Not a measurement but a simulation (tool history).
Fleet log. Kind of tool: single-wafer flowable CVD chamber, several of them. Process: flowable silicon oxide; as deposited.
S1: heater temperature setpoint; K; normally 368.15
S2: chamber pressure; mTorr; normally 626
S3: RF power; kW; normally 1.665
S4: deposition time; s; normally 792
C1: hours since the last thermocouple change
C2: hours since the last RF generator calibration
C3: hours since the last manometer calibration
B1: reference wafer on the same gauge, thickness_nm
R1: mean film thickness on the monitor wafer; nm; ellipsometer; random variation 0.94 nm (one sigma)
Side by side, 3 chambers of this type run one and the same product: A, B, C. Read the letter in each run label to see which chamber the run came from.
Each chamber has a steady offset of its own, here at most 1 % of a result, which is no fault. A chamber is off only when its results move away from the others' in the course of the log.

{"run": "1A", "hour": 4.1, "S1": 368.15, "S2": 626, "S3": 1.665, "S4": 792, "C1": 70.1, "C2": 2217.4, "C3": 902.1, "B1": 462.07, "R1": 393.57}
{"run": "2B", "hour": 7.4, "S1": 368.15, "S2": 626, "S3": 1.665, "S4": 792, "C1": 1234.9, "C2": 1676.3, "C3": 1757.3, "B1": 461.94, "R1": 392.26}
{"run": "3C", "hour": 13.3, "S1": 368.15, "S2": 626, "S3": 1.665, "S4": 792, "C1": 381.9, "C2": 981.1, "C3": 612.8, "B1": 462.2, "R1": 387.08}
{"run": "4B", "hour": 17.6, "S1": 368.15, "S2": 626, "S3": 1.665, "S4": 792, "C1": 1245.1, "C2": 1686.5, "C3": 1767.5, "B1": 462.32, "R1": 390.6}
{"run": "5C", "hour": 20.8, "S1": 368.15, "S2": 626, "S3": 1.665, "S4": 792, "C1": 389.4, "C2": 988.6, "C3": 620.3, "B1": 462.09, "R1": 387.34}
{"run": "6A", "hour": 26.2, "S1": 368.15, "S2": 626, "S3": 1.665, "S4": 792, "C1": 92.2, "C2": 2239.5, "C3": 924.2, "B1": 462.07, "R1": 392.1}
{"run": "7C", "hour": 30.1, "S1": 368.15, "S2": 626, "S3": 1.665, "S4": 792, "C1": 398.7, "C2": 997.9, "C3": 629.6, "B1": 461.75, "R1": 386.88}
{"run": "8B", "hour": 35.9, "S1": 368.15, "S2": 626, "S3": 1.665, "S4": 792, "C1": 1263.4, "C2": 1704.8, "C3": 1785.8, "B1": 461.88, "R1": 391.3}
{"run": "9A", "hour": 41.8, "S1": 368.15, "S2": 626, "S3": 1.665, "S4": 792, "C1": 107.8, "C2": 2255.1, "C3": 939.8, "B1": 462.24, "R1": 393.96}
{"run": "10B", "hour": 45.1, "S1": 368.15, "S2": 626, "S3": 1.665, "S4": 792, "C1": 1272.6, "C2": 1714.0, "C3": 1795.0, "B1": 461.99, "R1": 391.8}
{"run": "11C", "hour": 52.0, "S1": 368.15, "S2": 626, "S3": 1.665, "S4": 792, "C1": 420.6, "C2": 1019.8, "C3": 651.5, "B1": 462.04, "R1": 386.61}
{"run": "12A", "hour": 57.3, "S1": 368.15, "S2": 626, "S3": 1.665, "S4": 792, "C1": 123.3, "C2": 2270.6, "C3": 955.3, "B1": 461.85, "R1": 394.16}
{"run": "13C", "hour": 64.3, "S1": 368.15, "S2": 626, "S3": 1.665, "S4": 792, "C1": 432.9, "C2": 1032.1, "C3": 663.8, "B1": 462.09, "R1": 387.7}
{"run": "14A", "hour": 70.3, "S1": 382.15, "S2": 626, "S3": 1.485, "S4": 792, "C1": 136.3, "C2": 2283.6, "C3": 968.3, "B1": 462.02, "R1": 241.34}
{"run": "15B", "hour": 76.8, "S1": 382.15, "S2": 626, "S3": 1.485, "S4": 792, "C1": 1304.3, "C2": 1745.7, "C3": 1826.7, "B1": 462.03, "R1": 239.74}
{"hour": 81.4, "done": "chamber B: RF generator calibrated"}
{"run": "16A", "hour": 82.9, "S1": 382.15, "S2": 626, "S3": 1.485, "S4": 792, "C1": 148.9, "C2": 2296.2, "C3": 980.9, "B1": 461.94, "R1": 242.07}
{"run": "17C", "hour": 89.2, "S1": 368.15, "S2": 626, "S3": 1.665, "S4": 792, "C1": 457.8, "C2": 1057.0, "C3": 688.7, "B1": 461.83, "R1": 384.48}
{"hour": 92.7, "done": "chamber A: RF generator calibrated"}
{"run": "18B", "hour": 94.4, "S1": 368.15, "S2": 626, "S3": 1.665, "S4": 792, "C1": 1321.9, "C2": 13.0, "C3": 1844.3, "B1": 462.05, "R1": 391.53}
{"run": "19A", "hour": 97.9, "S1": 368.15, "S2": 626, "S3": 1.665, "S4": 792, "C1": 163.9, "C2": 5.3, "C3": 995.9, "B1": 461.87, "R1": 399.27}
{"run": "20C", "hour": 104.1, "S1": 368.15, "S2": 626, "S3": 1.665, "S4": 792, "C1": 472.7, "C2": 1071.9, "C3": 703.6, "B1": 461.91, "R1": 386.72}
{"run": "21B", "hour": 109.6, "S1": 368.15, "S2": 626, "S3": 1.665, "S4": 792, "C1": 1337.1, "C2": 28.2, "C3": 1859.5, "B1": 462.17, "R1": 390.19}
{"run": "22C", "hour": 114.0, "S1": 368.15, "S2": 626, "S3": 1.665, "S4": 792, "C1": 482.6, "C2": 1081.8, "C3": 713.5, "B1": 462.07, "R1": 384.31}
{"run": "23A", "hour": 118.4, "S1": 368.15, "S2": 626, "S3": 1.665, "S4": 792, "C1": 184.4, "C2": 25.8, "C3": 1016.4, "B1": 462.06, "R1": 399.22}
{"run": "24B", "hour": 122.1, "S1": 368.15, "S2": 626, "S3": 1.665, "S4": 792, "C1": 1349.6, "C2": 40.7, "C3": 1872.0, "B1": 462.19, "R1": 390.47}
{"run": "25C", "hour": 128.1, "S1": 368.15, "S2": 730, "S3": 1.665, "S4": 731, "C1": 496.7, "C2": 1095.9, "C3": 727.6, "B1": 461.95, "R1": 439.79}
{"run": "26B", "hour": 133.3, "S1": 368.15, "S2": 730, "S3": 1.665, "S4": 731, "C1": 1360.8, "C2": 51.9, "C3": 1883.2, "B1": 461.84, "R1": 446.78}
{"run": "27A", "hour": 139.0, "S1": 368.15, "S2": 730, "S3": 1.665, "S4": 731, "C1": 205.0, "C2": 46.4, "C3": 1037.0, "B1": 462.09, "R1": 455.09}
{"run": "28B", "hour": 143.7, "S1": 368.15, "S2": 626, "S3": 1.665, "S4": 792, "C1": 1371.2, "C2": 62.3, "C3": 1893.6, "B1": 462.02, "R1": 392.36}
{"run": "29C", "hour": 148.1, "S1": 368.15, "S2": 626, "S3": 1.665, "S4": 792, "C1": 516.7, "C2": 1115.9, "C3": 747.6, "B1": 461.98, "R1": 386.03}
{"run": "30A", "hour": 151.6, "S1": 368.15, "S2": 626, "S3": 1.52, "S4": 792, "C1": 217.6, "C2": 59.0, "C3": 1049.6, "B1": 461.93, "R1": 393.54}
{"run": "31B", "hour": 154.8, "S1": 368.15, "S2": 626, "S3": 1.52, "S4": 792, "C1": 1382.3, "C2": 73.4, "C3": 1904.7, "B1": 461.84, "R1": 380.24}
{"run": "32A", "hour": 160.1, "S1": 368.15, "S2": 626, "S3": 1.52, "S4": 792, "C1": 226.1, "C2": 67.5, "C3": 1058.1, "B1": 461.79, "R1": 392.65}
{"run": "33C", "hour": 166.4, "S1": 368.15, "S2": 626, "S3": 1.665, "S4": 792, "C1": 535.0, "C2": 1134.2, "C3": 765.9, "B1": 462.05, "R1": 386.0}
{"run": "34C", "hour": 170.8, "S1": 368.15, "S2": 626, "S3": 1.665, "S4": 792, "C1": 539.4, "C2": 1138.6, "C3": 770.3, "B1": 461.9, "R1": 386.51}

All 3 chambers run these settings next. Forecast each chamber's results:
{"run": "35A", "hour": 176.1, "S1": 368.15, "S2": 626, "S3": 1.665, "S4": 792, "R1": "?"}
{"run": "35B", "hour": 176.1, "S1": 368.15, "S2": 626, "S3": 1.665, "S4": 792, "R1": "?"}
{"run": "35C", "hour": 176.1, "S1": 368.15, "S2": 626, "S3": 1.665, "S4": 792, "R1": "?"}

run=35A R1=406.66
run=35B R1=392.60
run=35C R1=385.39

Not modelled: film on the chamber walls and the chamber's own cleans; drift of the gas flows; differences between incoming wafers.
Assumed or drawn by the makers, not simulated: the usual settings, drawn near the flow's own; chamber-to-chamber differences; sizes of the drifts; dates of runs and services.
